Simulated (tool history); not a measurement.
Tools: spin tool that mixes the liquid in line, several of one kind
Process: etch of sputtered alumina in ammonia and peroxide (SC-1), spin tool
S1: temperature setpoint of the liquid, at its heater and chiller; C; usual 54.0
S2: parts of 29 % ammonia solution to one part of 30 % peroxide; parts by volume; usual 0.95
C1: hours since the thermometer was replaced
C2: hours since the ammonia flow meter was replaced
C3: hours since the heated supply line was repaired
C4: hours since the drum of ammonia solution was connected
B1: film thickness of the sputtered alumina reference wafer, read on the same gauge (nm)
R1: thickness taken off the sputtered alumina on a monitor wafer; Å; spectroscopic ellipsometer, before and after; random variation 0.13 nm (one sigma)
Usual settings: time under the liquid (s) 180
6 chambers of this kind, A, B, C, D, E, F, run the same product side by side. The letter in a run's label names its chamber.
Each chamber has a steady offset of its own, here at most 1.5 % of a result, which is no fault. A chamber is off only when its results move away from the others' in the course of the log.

{"run": "1E", "hour": 2.8, "S1": 54.0, "S2": 0.95, "time under the liquid (s)": 180, "C1": 757.4, "C2": 573.9, "C3": 822.0, "C4": 201.3, "B1": 50.001, "R1": 138.78}
{"run": "2D", "hour": 8.2, "S1": 54.0, "S2": 0.95, "time under the liquid (s)": 180, "C1": 1933.2, "C2": 1739.6, "C3": 354.8, "C4": 93.6, "B1": 50.043, "R1": 131.95}
{"run": "3A", "hour": 12.3, "S1": 54.0, "S2": 0.95, "time under the liquid (s)": 180, "C1": 332.3, "C2": 254.7, "C3": 1665.0, "C4": 261.4, "B1": 50.011, "R1": 134.46}
{"run": "4F", "hour": 16.2, "S1": 54.0, "S2": 0.95, "time under the liquid (s)": 180, "C1": 1082.8, "C2": 820.3, "C3": 659.2, "C4": 237.8, "B1": 49.995, "R1": 135.17}
{"hour": 18.4, "done": "chamber C: ammonia flow meter replaced"}
{"run": "5C", "hour": 20.9, "S1": 54.0, "S2": 0.95, "time under the liquid (s)": 180, "C1": 1099.5, "C2": 2.6, "C3": 379.2, "C4": 135.1, "B1": 50.006, "R1": 139.68}
{"run": "6B", "hour": 23.8, "S1": 54.0, "S2": 0.95, "time under the liquid (s)": 180, "C1": 1241.6, "C2": 258.1, "C3": 681.3, "C4": 159.1, "B1": 50.005, "R1": 137.36}
{"run": "7C", "hour": 26.6, "S1": 54.0, "S2": 0.95, "time under the liquid (s)": 180, "C1": 1105.2, "C2": 8.3, "C3": 384.9, "C4": 140.8, "B1": 50.003, "R1": 136.5}
{"run": "8E", "hour": 29.0, "S1": 54.0, "S2": 0.95, "time under the liquid (s)": 180, "C1": 783.6, "C2": 600.1, "C3": 848.2, "C4": 227.5, "B1": 49.973, "R1": 138.3}
{"run": "9B", "hour": 32.2, "S1": 54.0, "S2": 0.95, "time under the liquid (s)": 180, "C1": 1250.0, "C2": 266.5, "C3": 689.7, "C4": 167.5, "B1": 49.982, "R1": 138.4}
{"hour": 33.7, "done": "chamber A: new drum of ammonia solution connected"}
{"run": "10F", "hour": 36.4, "S1": 54.0, "S2": 0.95, "time under the liquid (s)": 180, "C1": 1103.0, "C2": 840.5, "C3": 679.4, "C4": 258.0, "B1": 50.005, "R1": 137.74}
{"run": "11D", "hour": 40.3, "S1": 54.0, "S2": 0.95, "time under the liquid (s)": 180, "C1": 1965.3, "C2": 1771.7, "C3": 386.9, "C4": 125.7, "B1": 49.981, "R1": 133.47}
{"run": "12A", "hour": 45.0, "S1": 59.5, "S2": 1.2, "time under the liquid (s)": 180, "C1": 365.0, "C2": 287.4, "C3": 1697.7, "C4": 11.3, "B1": 49.98, "R1": 185.23}
{"run": "13E", "hour": 48.6, "S1": 59.5, "S2": 1.2, "time under the liquid (s)": 180, "C1": 803.2, "C2": 619.7, "C3": 867.8, "C4": 247.1, "B1": 50.012, "R1": 192.56}
{"run": "14A", "hour": 52.4, "S1": 59.5, "S2": 1.2, "time under the liquid (s)": 180, "C1": 372.4, "C2": 294.8, "C3": 1705.1, "C4": 18.7, "B1": 49.997, "R1": 183.64}
{"run": "15B", "hour": 57.9, "S1": 59.5, "S2": 1.2, "time under the liquid (s)": 180, "C1": 1275.7, "C2": 292.2, "C3": 715.4, "C4": 193.2, "B1": 49.996, "R1": 186.72}
{"run": "16C", "hour": 62.5, "S1": 59.5, "S2": 1.2, "time under the liquid (s)": 180, "C1": 1141.1, "C2": 44.2, "C3": 420.8, "C4": 176.7, "B1": 50.002, "R1": 184.8}
{"run": "17D", "hour": 65.9, "S1": 59.5, "S2": 1.2, "time under the liquid (s)": 180, "C1": 1990.9, "C2": 1797.3, "C3": 412.5, "C4": 151.3, "B1": 50.047, "R1": 182.3}
{"run": "18F", "hour": 69.3, "S1": 54.0, "S2": 0.95, "time under the liquid (s)": 180, "C1": 1135.9, "C2": 873.4, "C3": 712.3, "C4": 290.9, "B1": 50.012, "R1": 143.17}
{"run": "19B", "hour": 73.9, "S1": 54.0, "S2": 0.95, "time under the liquid (s)": 180, "C1": 1291.7, "C2": 308.2, "C3": 731.4, "C4": 209.2, "B1": 49.981, "R1": 135.98}
{"run": "20A", "hour": 76.7, "S1": 54.0, "S2": 0.95, "time under the liquid (s)": 180, "C1": 396.7, "C2": 319.1, "C3": 1729.4, "C4": 43.0, "B1": 49.972, "R1": 135.25}
{"run": "21D", "hour": 79.1, "S1": 54.0, "S2": 0.95, "time under the liquid (s)": 180, "C1": 2004.1, "C2": 1810.5, "C3": 425.7, "C4": 164.5, "B1": 49.965, "R1": 134.47}
{"run": "22C", "hour": 82.5, "S1": 54.0, "S2": 0.95, "time under the liquid (s)": 180, "C1": 1161.1, "C2": 64.2, "C3": 440.8, "C4": 196.7, "B1": 49.981, "R1": 136.76}
{"run": "23E", "hour": 87.8, "S1": 54.0, "S2": 0.95, "time under the liquid (s)": 180, "C1": 842.4, "C2": 658.9, "C3": 907.0, "C4": 286.3, "B1": 49.996, "R1": 136.14}
{"run": "24F", "hour": 90.7, "S1": 54.0, "S2": 0.95, "time under the liquid (s)": 180, "C1": 1157.3, "C2": 894.8, "C3": 733.7, "C4": 312.3, "B1": 49.995, "R1": 144.55}
{"run": "25F", "hour": 94.4, "S1": 54.0, "S2": 0.95, "time under the liquid (s)": 265, "C1": 1161.0, "C2": 898.5, "C3": 737.4, "C4": 316.0, "B1": 49.998, "R1": 211.54}
{"run": "26C", "hour": 99.8, "S1": 54.0, "S2": 0.95, "time under the liquid (s)": 265, "C1": 1178.4, "C2": 81.5, "C3": 458.1, "C4": 214.0, "B1": 49.981, "R1": 203.61}
{"run": "27D", "hour": 104.2, "S1": 54.0, "S2": 0.95, "time under the liquid (s)": 265, "C1": 2029.2, "C2": 1835.6, "C3": 450.8, "C4": 189.6, "B1": 49.991, "R1": 198.83}
{"run": "28E", "hour": 107.1, "S1": 54.0, "S2": 0.95, "time under the liquid (s)": 265, "C1": 861.7, "C2": 678.2, "C3": 926.3, "C4": 305.6, "B1": 50.02, "R1": 203.47}
{"run": "29B", "hour": 109.9, "S1": 54.0, "S2": 0.95, "time under the liquid (s)": 265, "C1": 1327.7, "C2": 344.2, "C3": 767.4, "C4": 245.2, "B1": 50.004, "R1": 199.93}
{"run": "30A", "hour": 114.7, "S1": 54.0, "S2": 0.95, "time under the liquid (s)": 265, "C1": 434.7, "C2": 357.1, "C3": 1767.4, "C4": 81.0, "B1": 50.025, "R1": 199.53}
{"run": "31A", "hour": 118.2, "S1": 54.0, "S2": 0.95, "time under the liquid (s)": 180, "C1": 438.2, "C2": 360.6, "C3": 1770.9, "C4": 84.5, "B1": 50.03, "R1": 136.84}
{"run": "32E", "hour": 121.5, "S1": 54.0, "S2": 0.95, "time under the liquid (s)": 180, "C1": 876.1, "C2": 692.6, "C3": 940.7, "C4": 320.0, "B1": 49.976, "R1": 135.7}
{"run": "33B", "hour": 124.1, "S1": 54.0, "S2": 0.95, "time under the liquid (s)": 180, "C1": 1341.9, "C2": 358.4, "C3": 781.6, "C4": 259.4, "B1": 50.011, "R1": 136.21}
{"run": "34D", "hour": 127.2, "S1": 54.0, "S2": 0.95, "time under the liquid (s)": 180, "C1": 2052.2, "C2": 1858.6, "C3": 473.8, "C4": 212.6, "B1": 50.011, "R1": 133.02}
{"run": "35C", "hour": 129.9, "S1": 47.5, "S2": 0.95, "time under the liquid (s)": 180, "C1": 1208.5, "C2": 111.6, "C3": 488.2, "C4": 244.1, "B1": 50.036, "R1": 97.925}
{"run": "36F", "hour": 134.9, "S1": 47.5, "S2": 0.95, "time under the liquid (s)": 180, "C1": 1201.5, "C2": 939.0, "C3": 777.9, "C4": 356.5, "B1": 50.013, "R1": 104.77}
{"run": "37D", "hour": 138.6, "S1": 47.5, "S2": 0.95, "time under the liquid (s)": 180, "C1": 2063.6, "C2": 1870.0, "C3": 485.2, "C4": 224.0, "B1": 49.997, "R1": 94.747}

Next, every chamber runs the same settings. What will each give?
{"run": "38A", "hour": 142.6, "S1": 54.0, "S2": 0.95, "time under the liquid (s)": 180, "R1": "?"}
{"run": "38B", "hour": 142.6, "S1": 54.0, "S2": 0.95, "time under the liquid (s)": 180, "R1": "?"}
{"run": "38C", "hour": 142.6, "S1": 54.0, "S2": 0.95, "time under the liquid (s)": 180, "R1": "?"}
{"run": "38D", "hour": 142.6, "S1": 54.0, "S2": 0.95, "time under the liquid (s)": 180, "R1": "?"}
{"run": "38E", "hour": 142.6, "S1": 54.0, "S2": 0.95, "time under the liquid (s)": 180, "R1": "?"}
{"run": "38F", "hour": 142.6, "S1": 54.0, "S2": 0.95, "time under the liquid (s)": 180, "R1": "?"}

run=38A R1=135.790
run=38B R1=139.130
run=38C R1=137.500
run=38D R1=132.330
run=38E R1=139.340
run=38F R1=149.740
